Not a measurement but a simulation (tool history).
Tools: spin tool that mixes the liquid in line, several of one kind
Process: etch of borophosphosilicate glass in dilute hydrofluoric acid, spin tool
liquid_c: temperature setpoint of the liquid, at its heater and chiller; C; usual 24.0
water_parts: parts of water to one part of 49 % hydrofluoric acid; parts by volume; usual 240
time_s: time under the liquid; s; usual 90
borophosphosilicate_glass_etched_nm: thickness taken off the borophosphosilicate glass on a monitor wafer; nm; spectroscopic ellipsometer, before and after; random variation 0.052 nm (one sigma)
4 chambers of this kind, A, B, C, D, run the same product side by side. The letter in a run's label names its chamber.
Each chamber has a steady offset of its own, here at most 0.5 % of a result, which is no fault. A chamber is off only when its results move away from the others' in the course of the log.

| run | hour | liquid_c | water_parts | time_s | read-back film thickness of the borophosphosilicate glass reference wafer, read on the same gauge (nm) | borophosphosilicate_glass_etched_nm |
|---|---|---|---|---|---|---|
| 1C | 6.7 | 24.0 | 240 | 90 | 140.01 | 12.3490 |
| 2A | 12.3 | 24.0 | 240 | 90 | 140.00 | 12.2780 |
|  | 17.0 | chamber C: hydrofluoric acid flow meter replaced |
| 3D | 18.9 | 24.0 | 240 | 90 | 140.01 | 12.2760 |
| 4B | 26.1 | 24.0 | 240 | 90 | 140.01 | 12.2600 |
| 5A | 31.9 | 24.0 | 240 | 90 | 139.99 | 12.3090 |
| 6B | 38.3 | 24.0 | 240 | 90 | 140.02 | 12.1890 |
| 7C | 43.8 | 24.0 | 240 | 90 | 140.00 | 12.3390 |
| 8D | 49.5 | 24.0 | 240 | 90 | 140.01 | 12.4220 |
| 9D | 57.0 | 24.0 | 240 | 90 | 140.00 | 12.2520 |
| 10A | 64.2 | 24.0 | 240 | 50 | 139.99 | 6.8593 |
|  | 72.2 | chamber D: hydrofluoric acid flow meter replaced |
| 11C | 74.1 | 24.0 | 240 | 50 | 139.98 | 6.8508 |
| 12B | 83.3 | 24.0 | 240 | 50 | 140.00 | 6.7920 |
| 13C | 91.1 | 24.0 | 240 | 50 | 139.99 | 6.8451 |
| 14D | 97.0 | 24.0 | 240 | 90 | 139.99 | 12.3720 |
| 15A | 101.9 | 24.0 | 240 | 90 | 139.99 | 12.3350 |
| 16B | 110.9 | 24.0 | 240 | 135 | 140.00 | 18.4420 |
| 17C | 116.3 | 24.0 | 240 | 135 | 140.01 | 18.5060 |
| 18D | 126.0 | 24.0 | 240 | 135 | 140.00 | 18.4900 |
| 19A | 136.3 | 24.0 | 240 | 135 | 140.00 | 18.5880 |
| 20B | 146.2 | 24.0 | 240 | 90 | 140.00 | 12.1750 |
| 21D | 151.5 | 24.0 | 240 | 90 | 140.00 | 12.3940 |
| 22A | 158.5 | 24.0 | 240 | 90 | 140.00 | 12.3870 |
| 23B | 166.3 | 24.0 | 240 | 90 | 139.98 | 12.3090 |
| 24C | 174.5 | 24.0 | 180 | 40 | 140.01 | 7.6832 |
| 25C | 183.6 | 24.0 | 180 | 40 | 139.98 | 7.7877 |
| 26A | 190.2 | 24.0 | 180 | 40 | 140.00 | 7.8138 |
| 27D | 198.1 | 24.0 | 180 | 40 | 139.99 | 7.7862 |
| 28B | 208.1 | 24.0 | 240 | 90 | 140.01 | 12.2900 |
| 29C | 218.2 | 24.0 | 240 | 90 | 140.00 | 12.3470 |
| 30A | 225.3 | 24.0 | 240 | 90 | 139.97 | 12.4320 |
| 31B | 233.4 | 24.0 | 240 | 90 | 140.01 | 12.3280 |
| 32D | 243.0 | 24.0 | 240 | 90 | 140.01 | 12.2700 |
| 33C | 252.8 | 24.0 | 240 | 90 | 140.01 | 12.2820 |
| 34A | 258.2 | 24.0 | 240 | 90 | 139.99 | 12.4350 |
| 35B | 266.1 | 24.0 | 240 | 90 | 140.02 | 12.2750 |
| 36D | 272.8 | 24.0 | 240 | 90 | 139.99 | 12.3900 |
| 37B | 282.0 | 24.0 | 240 | 90 | 139.99 | 12.2350 |
| 38D | 292.2 | 24.0 | 240 | 90 | 139.97 | 12.3720 |
| 39C | 298.3 | 24.0 | 240 | 90 | 140.00 | 12.3110 |
| 40A | 304.0 | 19.5 | 240 | 55 | 140.00 | 6.4690 |
|  | 306.7 | chamber A: hydrofluoric acid flow meter replaced |
| 41B | 314.8 | 19.5 | 240 | 55 | 140.01 | 6.3250 |
| 42D | 325.3 | 19.5 | 240 | 55 | 140.01 | 6.3648 |
| 43A | 330.7 | 19.5 | 240 | 55 | 140.02 | 6.5482 |

Next, every chamber runs the same settings. What will each give?
| 44A | 338.4 | 24.0 | 170 | 90 |  | ? |
| 44B | 338.4 | 24.0 | 170 | 90 |  | ? |
| 44C | 338.4 | 24.0 | 170 | 90 |  | ? |
| 44D | 338.4 | 24.0 | 170 | 90 |  | ? |

| run | borophosphosilicate_glass_etched_nm |
|---|---|
| 44A | 19.2630 |
| 44B | 18.7990 |
| 44C | 18.6640 |
| 44D | 18.8680 |
